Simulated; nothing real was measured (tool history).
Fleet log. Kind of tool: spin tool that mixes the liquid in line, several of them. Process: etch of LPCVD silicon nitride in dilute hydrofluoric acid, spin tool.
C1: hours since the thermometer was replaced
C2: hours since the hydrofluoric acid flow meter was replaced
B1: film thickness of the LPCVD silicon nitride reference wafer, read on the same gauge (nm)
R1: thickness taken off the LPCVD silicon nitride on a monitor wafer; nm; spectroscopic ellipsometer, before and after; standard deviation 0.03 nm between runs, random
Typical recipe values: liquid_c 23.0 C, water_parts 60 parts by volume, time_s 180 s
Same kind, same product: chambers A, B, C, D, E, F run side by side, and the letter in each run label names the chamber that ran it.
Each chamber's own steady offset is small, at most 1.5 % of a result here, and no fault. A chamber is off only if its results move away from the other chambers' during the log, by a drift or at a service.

{"run": "1F", "hour": 7.3, "liquid_c": 23.0, "water_parts": 60, "time_s": 180, "C1": 1806.2, "C2": 924.9, "B1": 30.022, "R1": 1.3545}
{"run": "2E", "hour": 12.7, "liquid_c": 23.0, "water_parts": 60, "time_s": 180, "C1": 271.4, "C2": 2134.1, "B1": 29.994, "R1": 1.4268}
{"run": "3C", "hour": 21.2, "liquid_c": 23.0, "water_parts": 60, "time_s": 180, "C1": 867.0, "C2": 128.2, "B1": 30.011, "R1": 1.4435}
{"run": "4D", "hour": 27.4, "liquid_c": 23.0, "water_parts": 60, "time_s": 180, "C1": 1647.4, "C2": 1323.5, "B1": 29.993, "R1": 1.454}
{"hour": 28.5, "done": "chamber E: hydrofluoric acid flow meter replaced"}
{"run": "5B", "hour": 34.0, "liquid_c": 23.0, "water_parts": 60, "time_s": 180, "C1": 2079.3, "C2": 401.1, "B1": 29.999, "R1": 1.3894}
{"hour": 37.2, "done": "chamber B: thermometer replaced"}
{"run": "6A", "hour": 42.4, "liquid_c": 23.0, "water_parts": 60, "time_s": 180, "C1": 2321.9, "C2": 160.2, "B1": 30.014, "R1": 1.4668}
{"run": "7A", "hour": 46.7, "liquid_c": 23.0, "water_parts": 60, "time_s": 180, "C1": 2326.2, "C2": 164.5, "B1": 29.997, "R1": 1.4158}
{"run": "8D", "hour": 51.7, "liquid_c": 18.0, "water_parts": 60, "time_s": 115, "C1": 1671.7, "C2": 1347.8, "B1": 30.012, "R1": 0.64695}
{"run": "9E", "hour": 58.4, "liquid_c": 18.0, "water_parts": 60, "time_s": 115, "C1": 317.1, "C2": 29.9, "B1": 29.984, "R1": 0.67008}
{"hour": 58.7, "done": "chamber B: hydrofluoric acid flow meter replaced"}
{"run": "10C", "hour": 65.7, "liquid_c": 18.0, "water_parts": 60, "time_s": 115, "C1": 911.5, "C2": 172.7, "B1": 30.009, "R1": 0.64814}
{"run": "11B", "hour": 71.7, "liquid_c": 18.0, "water_parts": 60, "time_s": 115, "C1": 34.5, "C2": 13.0, "B1": 30.007, "R1": 0.64637}
{"run": "12F", "hour": 79.9, "liquid_c": 18.0, "water_parts": 60, "time_s": 115, "C1": 1878.8, "C2": 997.5, "B1": 29.999, "R1": 0.61877}
{"run": "13A", "hour": 86.1, "liquid_c": 18.0, "water_parts": 60, "time_s": 115, "C1": 2365.6, "C2": 203.9, "B1": 30.016, "R1": 0.64472}
{"run": "14C", "hour": 94.8, "liquid_c": 23.0, "water_parts": 60, "time_s": 180, "C1": 940.6, "C2": 201.8, "B1": 29.991, "R1": 1.4367}
{"hour": 102.8, "done": "chamber F: thermometer replaced"}
{"run": "15F", "hour": 102.8, "liquid_c": 23.0, "water_parts": 60, "time_s": 180, "C1": 0.1, "C2": 1020.4, "B1": 29.999, "R1": 1.4458}
{"run": "16E", "hour": 111.3, "liquid_c": 23.0, "water_parts": 60, "time_s": 180, "C1": 370.0, "C2": 82.8, "B1": 29.999, "R1": 1.4296}
{"run": "17B", "hour": 118.4, "liquid_c": 23.0, "water_parts": 60, "time_s": 180, "C1": 81.2, "C2": 59.7, "B1": 30.015, "R1": 1.4129}
{"run": "18D", "hour": 125.6, "liquid_c": 23.0, "water_parts": 60, "time_s": 180, "C1": 1745.6, "C2": 1421.7, "B1": 30.008, "R1": 1.3535}
{"run": "19C", "hour": 130.5, "liquid_c": 27.5, "water_parts": 60, "time_s": 180, "C1": 976.3, "C2": 237.5, "B1": 29.965, "R1": 1.961}
{"run": "20B", "hour": 140.0, "liquid_c": 27.5, "water_parts": 60, "time_s": 180, "C1": 102.8, "C2": 81.3, "B1": 30.027, "R1": 1.9384}
{"run": "21F", "hour": 148.3, "liquid_c": 27.5, "water_parts": 60, "time_s": 180, "C1": 45.6, "C2": 1065.9, "B1": 29.985, "R1": 1.9321}
{"run": "22E", "hour": 157.5, "liquid_c": 27.5, "water_parts": 60, "time_s": 180, "C1": 416.2, "C2": 129.0, "B1": 30.007, "R1": 1.954}
{"run": "23D", "hour": 164.3, "liquid_c": 27.5, "water_parts": 60, "time_s": 180, "C1": 1784.3, "C2": 1460.4, "B1": 30.011, "R1": 1.8387}
{"run": "24A", "hour": 171.3, "liquid_c": 27.5, "water_parts": 60, "time_s": 180, "C1": 2450.8, "C2": 289.1, "B1": 30.017, "R1": 1.8698}
{"run": "25B", "hour": 178.9, "liquid_c": 23.0, "water_parts": 60, "time_s": 180, "C1": 141.7, "C2": 120.2, "B1": 29.99, "R1": 1.3867}
{"run": "26A", "hour": 188.5, "liquid_c": 23.0, "water_parts": 60, "time_s": 180, "C1": 2468.0, "C2": 306.3, "B1": 30.018, "R1": 1.3811}
{"run": "27F", "hour": 194.1, "liquid_c": 23.0, "water_parts": 60, "time_s": 180, "C1": 91.4, "C2": 1111.7, "B1": 29.985, "R1": 1.3836}
{"run": "28E", "hour": 198.7, "liquid_c": 23.0, "water_parts": 60, "time_s": 180, "C1": 457.4, "C2": 170.2, "B1": 30.004, "R1": 1.4217}
{"run": "29C", "hour": 207.4, "liquid_c": 23.0, "water_parts": 60, "time_s": 285, "C1": 1053.2, "C2": 314.4, "B1": 29.992, "R1": 2.2427}
{"run": "30D", "hour": 216.9, "liquid_c": 23.0, "water_parts": 60, "time_s": 285, "C1": 1836.9, "C2": 1513.0, "B1": 29.999, "R1": 1.9739}
{"run": "31B", "hour": 222.7, "liquid_c": 23.0, "water_parts": 60, "time_s": 285, "C1": 185.5, "C2": 164.0, "B1": 30.008, "R1": 2.2721}
{"run": "32E", "hour": 227.6, "liquid_c": 23.0, "water_parts": 60, "time_s": 285, "C1": 486.3, "C2": 199.1, "B1": 29.986, "R1": 2.3234}
{"run": "33D", "hour": 236.6, "liquid_c": 23.0, "water_parts": 60, "time_s": 285, "C1": 1856.6, "C2": 1532.7, "B1": 30.025, "R1": 1.948}
{"run": "34F", "hour": 244.8, "liquid_c": 23.0, "water_parts": 60, "time_s": 285, "C1": 142.1, "C2": 1162.4, "B1": 29.988, "R1": 2.2324}
{"run": "35C", "hour": 253.7, "liquid_c": 23.0, "water_parts": 60, "time_s": 180, "C1": 1099.5, "C2": 360.7, "B1": 29.982, "R1": 1.3718}
{"run": "36A", "hour": 260.6, "liquid_c": 23.0, "water_parts": 60, "time_s": 180, "C1": 2540.1, "C2": 378.4, "B1": 30.01, "R1": 1.3861}
{"run": "37C", "hour": 266.5, "liquid_c": 23.0, "water_parts": 60, "time_s": 180, "C1": 1112.3, "C2": 373.5, "B1": 30.007, "R1": 1.4478}
{"run": "38A", "hour": 270.9, "liquid_c": 23.0, "water_parts": 60, "time_s": 180, "C1": 2550.4, "C2": 388.7, "B1": 29.995, "R1": 1.4278}
{"run": "39D", "hour": 277.6, "liquid_c": 23.0, "water_parts": 60, "time_s": 180, "C1": 1897.6, "C2": 1573.7, "B1": 30.002, "R1": 1.2237}
{"run": "40E", "hour": 284.5, "liquid_c": 23.0, "water_parts": 60, "time_s": 180, "C1": 543.2, "C2": 256.0, "B1": 29.995, "R1": 1.3874}

Next, every chamber runs the same settings. What will each give?
{"run": "41A", "hour": 291.6, "liquid_c": 20.5, "water_parts": 60, "time_s": 180, "R1": "?"}
{"run": "41B", "hour": 291.6, "liquid_c": 20.5, "water_parts": 60, "time_s": 180, "R1": "?"}
{"run": "41C", "hour": 291.6, "liquid_c": 20.5, "water_parts": 60, "time_s": 180, "R1": "?"}
{"run": "41D", "hour": 291.6, "liquid_c": 20.5, "water_parts": 60, "time_s": 180, "R1": "?"}
{"run": "41E", "hour": 291.6, "liquid_c": 20.5, "water_parts": 60, "time_s": 180, "R1": "?"}
{"run": "41F", "hour": 291.6, "liquid_c": 20.5, "water_parts": 60, "time_s": 180, "R1": "?"}

run=41A R1=1.18820
run=41B R1=1.23600
run=41C R1=1.19300
run=41D R1=1.02820
run=41E R1=1.18880
run=41F R1=1.16330
